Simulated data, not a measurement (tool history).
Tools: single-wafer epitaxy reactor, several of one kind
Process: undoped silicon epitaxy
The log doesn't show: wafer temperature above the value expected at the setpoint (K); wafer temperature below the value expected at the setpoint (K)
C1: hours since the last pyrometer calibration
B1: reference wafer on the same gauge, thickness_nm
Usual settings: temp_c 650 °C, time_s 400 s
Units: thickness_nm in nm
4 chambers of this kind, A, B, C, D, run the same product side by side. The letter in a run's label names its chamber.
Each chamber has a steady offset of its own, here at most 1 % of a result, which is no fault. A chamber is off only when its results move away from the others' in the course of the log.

{"run": "1B", "hour": 5.8, "temp_c": 650, "time_s": 400, "C1": 389.0, "B1": 70.532, "thickness_nm": 66.385}
{"run": "2D", "hour": 12.8, "temp_c": 650, "time_s": 400, "C1": 480.4, "B1": 70.518, "thickness_nm": 67.446}
{"run": "3A", "hour": 20.4, "temp_c": 650, "time_s": 400, "C1": 440.0, "B1": 70.488, "thickness_nm": 67.715}
{"run": "4C", "hour": 27.7, "temp_c": 650, "time_s": 400, "C1": 488.0, "B1": 70.547, "thickness_nm": 68.151}
{"run": "5A", "hour": 33.9, "temp_c": 650, "time_s": 400, "C1": 453.5, "B1": 70.455, "thickness_nm": 67.572}
{"run": "6B", "hour": 37.3, "temp_c": 650, "time_s": 332, "C1": 420.5, "B1": 70.481, "thickness_nm": 55.609}
{"run": "7C", "hour": 44.1, "temp_c": 650, "time_s": 332, "C1": 504.4, "B1": 70.498, "thickness_nm": 56.131}
{"run": "8D", "hour": 50.4, "temp_c": 650, "time_s": 332, "C1": 518.0, "B1": 70.507, "thickness_nm": 55.753}
{"run": "9D", "hour": 54.1, "temp_c": 650, "time_s": 332, "C1": 521.7, "B1": 70.499, "thickness_nm": 55.667}
{"run": "10B", "hour": 60.9, "temp_c": 650, "time_s": 400, "C1": 444.1, "B1": 70.535, "thickness_nm": 66.88}
{"run": "11C", "hour": 65.7, "temp_c": 650, "time_s": 332, "C1": 526.0, "B1": 70.55, "thickness_nm": 56.553}
{"run": "12A", "hour": 71.1, "temp_c": 650, "time_s": 332, "C1": 490.7, "B1": 70.45, "thickness_nm": 55.933}
{"run": "13C", "hour": 74.4, "temp_c": 650, "time_s": 332, "C1": 534.7, "B1": 70.514, "thickness_nm": 55.98}
{"run": "14A", "hour": 79.8, "temp_c": 650, "time_s": 332, "C1": 499.4, "B1": 70.533, "thickness_nm": 55.819}
{"run": "15D", "hour": 85.8, "temp_c": 650, "time_s": 400, "C1": 553.4, "B1": 70.503, "thickness_nm": 67.65}
{"run": "16B", "hour": 90.1, "temp_c": 650, "time_s": 400, "C1": 473.3, "B1": 70.457, "thickness_nm": 66.958}
{"run": "17A", "hour": 94.4, "temp_c": 658, "time_s": 400, "C1": 514.0, "B1": 70.483, "thickness_nm": 80.688}
{"run": "18D", "hour": 101.3, "temp_c": 658, "time_s": 400, "C1": 568.9, "B1": 70.517, "thickness_nm": 80.276}
{"run": "19C", "hour": 108.9, "temp_c": 658, "time_s": 400, "C1": 569.2, "B1": 70.479, "thickness_nm": 80.341}
{"run": "20B", "hour": 113.2, "temp_c": 658, "time_s": 400, "C1": 496.4, "B1": 70.485, "thickness_nm": 80.164}
{"run": "21B", "hour": 117.4, "temp_c": 650, "time_s": 400, "C1": 500.6, "B1": 70.533, "thickness_nm": 67.675}
{"run": "22C", "hour": 123.2, "temp_c": 642, "time_s": 400, "C1": 583.5, "B1": 70.507, "thickness_nm": 56.524}
{"run": "23D", "hour": 127.8, "temp_c": 642, "time_s": 400, "C1": 595.4, "B1": 70.437, "thickness_nm": 56.587}
{"run": "24A", "hour": 135.0, "temp_c": 642, "time_s": 400, "C1": 554.6, "B1": 70.527, "thickness_nm": 56.239}
{"run": "25C", "hour": 141.4, "temp_c": 642, "time_s": 400, "C1": 601.7, "B1": 70.545, "thickness_nm": 57.088}
{"run": "26B", "hour": 146.3, "temp_c": 650, "time_s": 400, "C1": 529.5, "B1": 70.536, "thickness_nm": 69.112}
{"run": "27D", "hour": 153.6, "temp_c": 650, "time_s": 400, "C1": 621.2, "B1": 70.485, "thickness_nm": 67.804}
{"run": "28A", "hour": 156.9, "temp_c": 650, "time_s": 400, "C1": 576.5, "B1": 70.481, "thickness_nm": 67.672}
{"run": "29D", "hour": 160.5, "temp_c": 650, "time_s": 400, "C1": 628.1, "B1": 70.469, "thickness_nm": 67.863}
{"run": "30A", "hour": 165.8, "temp_c": 650, "time_s": 400, "C1": 585.4, "B1": 70.483, "thickness_nm": 67.324}
{"run": "31C", "hour": 170.6, "temp_c": 650, "time_s": 400, "C1": 630.9, "B1": 70.461, "thickness_nm": 67.651}
{"run": "32B", "hour": 178.2, "temp_c": 657, "time_s": 357, "C1": 561.4, "B1": 70.498, "thickness_nm": 72.147}
{"run": "33D", "hour": 183.2, "temp_c": 657, "time_s": 357, "C1": 650.8, "B1": 70.505, "thickness_nm": 70.383}
{"run": "34C", "hour": 190.0, "temp_c": 657, "time_s": 357, "C1": 650.3, "B1": 70.497, "thickness_nm": 70.406}
{"run": "35A", "hour": 196.8, "temp_c": 657, "time_s": 357, "C1": 616.4, "B1": 70.453, "thickness_nm": 69.967}
{"run": "36B", "hour": 200.5, "temp_c": 642, "time_s": 400, "C1": 583.7, "B1": 70.551, "thickness_nm": 58.619}

What goes on in this fleet: one chamber off, a drifting gauge, or nothing beyond the chambers' own small offsets? Name the chamber and the cause, if any.

Chamber B drifts away from the others.
Cause: wafer temperature above the value expected at the setpoint (K) = 2.24.

Here are 4 candidates for chamber B's next run, each the usual settings with a change, their results left as question marks. Which one brings its results back in line with what the others give on the usual settings?
In line means no further than this from the other chambers' mean on the usual settings: thickness_nm 0.800 nm
{"run": "37B-1", "hour": 206.0, "temp_c": 651, "time_s": 405, "thickness_nm": "?"}
{"run": "37B-2", "hour": 206.0, "temp_c": 650, "time_s": 423, "thickness_nm": "?"}
{"run": "37B-3", "hour": 206.0, "temp_c": 648, "time_s": 394, "thickness_nm": "?"}
{"run": "37B-4", "hour": 206.0, "temp_c": 649, "time_s": 395, "thickness_nm": "?"}

The other chambers' mean on the usual settings: thickness_nm 67.519 nm
run=37B-1 thickness_nm=72.474
run=37B-2 thickness_nm=74.086
run=37B-3 thickness_nm=66.095
run=37B-4 thickness_nm=67.708
37B-4 brings the chamber back in line.
